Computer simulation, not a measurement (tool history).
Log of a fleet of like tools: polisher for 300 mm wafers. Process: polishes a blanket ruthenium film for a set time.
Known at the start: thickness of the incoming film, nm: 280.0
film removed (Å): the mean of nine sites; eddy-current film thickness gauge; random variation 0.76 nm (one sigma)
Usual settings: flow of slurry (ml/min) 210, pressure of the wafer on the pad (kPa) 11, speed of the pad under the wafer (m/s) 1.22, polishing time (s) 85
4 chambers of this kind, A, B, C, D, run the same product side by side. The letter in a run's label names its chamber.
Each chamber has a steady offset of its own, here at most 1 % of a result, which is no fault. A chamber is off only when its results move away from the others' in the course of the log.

run,hour,flow of slurry (ml/min),pressure of the wafer on the pad (kPa),speed of the pad under the wafer (m/s),polishing time (s),film removed (Å)
1B,3.5,210,11,1.22,85,1025.1
2D,5.9,210,11,1.22,85,1022.4
3C,10.3,210,11,1.22,85,1019.7
4A,14.3,210,11,1.22,85,1042.1
5D,16.5,210,11,1.22,85,1016.5
6C,19.1,210,11,1.22,85,1018.7
7A,21.9,210,11,1.22,75,900.54
# hour 23.8: chamber D: worn pad replaced by a new one
8B,24.7,210,11,1.22,75,901.36
9B,28.2,210,11,1.22,75,900.93
10D,30.6,210,11,1.22,75,908.26
# hour 31.6: chamber D: slurry nozzle cleaned
# hour 32.3: chamber B: head pressure recalibrated
11A,35.2,210,11,1.22,85,1019.5
12C,37.4,210,11,1.22,85,1026
13B,41.4,145,11,1.38,85,1084.9
14A,44.4,145,11,1.38,85,1098.6
# hour 44.5: chamber D: head pressure recalibrated
15C,48,145,11,1.38,85,1102.4
16D,51.1,145,11,1.38,85,1180.8
# hour 53.8: chamber B: slurry nozzle cleaned
17D,55.1,210,11,1.22,85,1099.6
# hour 57.1: chamber B: worn pad replaced by a new one
18B,59.2,155,11,1.62,85,1318.6
# hour 61.9: chamber A: worn pad replaced by a new one
19A,62.3,155,11,1.62,85,1311.8
20C,66.3,155,11,1.62,85,1301
21C,69.3,155,11,1.62,85,1324.7
22D,72.4,210,11,1.22,85,1115.9
23A,75.1,210,11,1.22,85,1027.1
24B,79.3,210,11,1.22,85,1019.2
25B,82.3,210,11,1.22,85,1024.1
26D,85.8,210,8.3,1.22,85,824.63
27C,90,210,8.3,1.22,85,771.56

Next, every chamber runs the same settings. What will each give?
28A,93.3,210,6.9,1.22,85,?
28B,93.3,210,6.9,1.22,85,?
28C,93.3,210,6.9,1.22,85,?
28D,93.3,210,6.9,1.22,85,?

run,film removed (Å)
28A,639.95
28B,630.89
28C,637.21
28D,690.1
